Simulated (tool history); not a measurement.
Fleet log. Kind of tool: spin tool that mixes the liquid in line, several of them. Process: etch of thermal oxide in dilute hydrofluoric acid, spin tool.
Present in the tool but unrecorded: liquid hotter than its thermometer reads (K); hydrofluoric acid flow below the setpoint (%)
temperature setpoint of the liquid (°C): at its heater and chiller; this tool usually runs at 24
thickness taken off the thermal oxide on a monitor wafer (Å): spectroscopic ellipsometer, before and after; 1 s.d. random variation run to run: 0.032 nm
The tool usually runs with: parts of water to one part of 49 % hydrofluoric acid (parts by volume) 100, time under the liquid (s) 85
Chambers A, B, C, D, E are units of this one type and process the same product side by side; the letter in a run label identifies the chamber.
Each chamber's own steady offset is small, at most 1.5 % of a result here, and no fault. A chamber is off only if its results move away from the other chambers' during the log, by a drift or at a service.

run   hour  temperature setpoint of the liquid (°C)  parts of water to one part of 49 % hydrofluoric acid (parts by volume)  time under the liquid (s)  hours since the thermometer was replaced  hours since the hydrofluoric acid flow meter was replaced  read-back film thickness of the thermal oxide reference wafer, read on the same gauge (nm)  thickness taken off the thermal oxide on a monitor wafer (Å)
 1E      8                                       24                                                                     100                         85                                     347.7                                                      910.7                                                                                      60.012                                                        39.253
 2B   15.3                                       24                                                                     100                         85                                     215.4                                                      511.2                                                                                      60.056                                                         40.09
 3C   22.7                                       24                                                                     100                         85                                     397.4                                                      377.7                                                                                      59.978                                                        40.053
 4D   31.2                                       24                                                                     100                         85                                    1740.9                                                      481.8                                                                                      60.016                                                        39.464
 5A   37.9                                       24                                                                     100                         85                                    1236.3                                                      128.3                                                                                      60.019                                                        40.394
 6B   43.7                                       24                                                                     100                         85                                     243.8                                                      539.6                                                                                      60.002                                                        40.291
 7E     52                                       24                                                                     100                         85                                     391.7                                                      954.7                                                                                      60.011                                                        39.647
 8A   59.3                                       24                                                                     100                         85                                    1257.7                                                      149.7                                                                                      60.035                                                        40.148
 9C   63.8                                       24                                                                     100                         85                                     438.5                                                      418.8                                                                                       59.99                                                        40.082
10D     69                                       24                                                                     100                         85                                    1778.7                                                      519.6                                                                                      60.017                                                        39.958
11B   77.4                                       24                                                                     100                         85                                     277.5                                                      573.3                                                                                      59.991                                                        39.919
12D   83.7                                       24                                                                     100                         85                                    1793.4                                                      534.3                                                                                      60.031                                                        39.235
13E   92.5                                       24                                                                     100                         85                                     432.2                                                      995.2                                                                                      60.003                                                        39.401
14C   98.9                                       24                                                                     100                         85                                     473.6                                                      453.9                                                                                      60.029                                                        39.938
15A  105.9                                       24                                                                     100                         85                                    1304.3                                                      196.3                                                                                      59.957                                                         40.19
16B  112.8                                       24                                                                     100                         85                                     312.9                                                      608.7                                                                                      59.987                                                        40.065
17A  120.4                                       24                                                                     100                         85                                    1318.8                                                      210.8                                                                                       60.01                                                        39.389
18C  128.1                                       24                                                                     100                         85                                     502.8                                                      483.1                                                                                      60.001                                                        39.866
19D  136.4                                       29                                                                     130                         85                                    1846.1                                                        587                                                                                      59.962                                                        35.219
20E  142.4                                       29                                                                     130                         85                                     482.1                                                     1045.1                                                                                       60.03                                                         35.21
21B  146.8                                       29                                                                     130                         85                                     346.9                                                      642.7                                                                                      59.985                                                         36.47
22C  151.3                                       29                                                                     130                         85                                       526                                                      506.3                                                                                      60.006                                                        36.412
23E  159.9                                       29                                                                     130                         85                                     499.6                                                     1062.6                                                                                          60                                                        35.548
     166.1  -- chamber D: thermometer replaced
24A  167.6                                       24                                                                     100                         85                                      1366                                                        258                                                                                      59.963                                                        40.058
25D  172.5                                       24                                                                     100                         85                                       6.4                                                      623.1                                                                                      59.961                                                        39.723
26D  179.8                                       24                                                                     100                         85                                      13.7                                                      630.4                                                                                      59.971                                                        39.987
27C  184.3                                       24                                                                     100                         85                                       559                                                      539.3                                                                                          60                                                        40.396
28A  189.7                                       24                                                                     100                         85                                    1388.1                                                      280.1                                                                                      60.044                                                        39.558
29E  194.6                                       24                                                                     100                         85                                     534.3                                                     1097.3                                                                                      59.953                                                            39
30B  199.3                                       24                                                                     100                         85                                     399.4                                                      695.2                                                                                      59.977                                                        39.365

The same settings go to every chamber for the next run, one line per chamber below. Forecast the results for each:
31A  205.9                                       27                                                                     100                         85                                                                                                                                                                                                                                                              ?
31B  205.9                                       27                                                                     100                         85                                                                                                                                                                                                                                                              ?
31C  205.9                                       27                                                                     100                         85                                                                                                                                                                                                                                                              ?
31D  205.9                                       27                                                                     100                         85                                                                                                                                                                                                                                                              ?
31E  205.9                                       27                                                                     100                         85                                                                                                                                                                                                                                                              ?

run  thickness taken off the thermal oxide on a monitor wafer (Å)
31A                                                        44.649
31B                                                        45.019
31C                                                        44.858
31D                                                        44.111
31E                                                         44.33
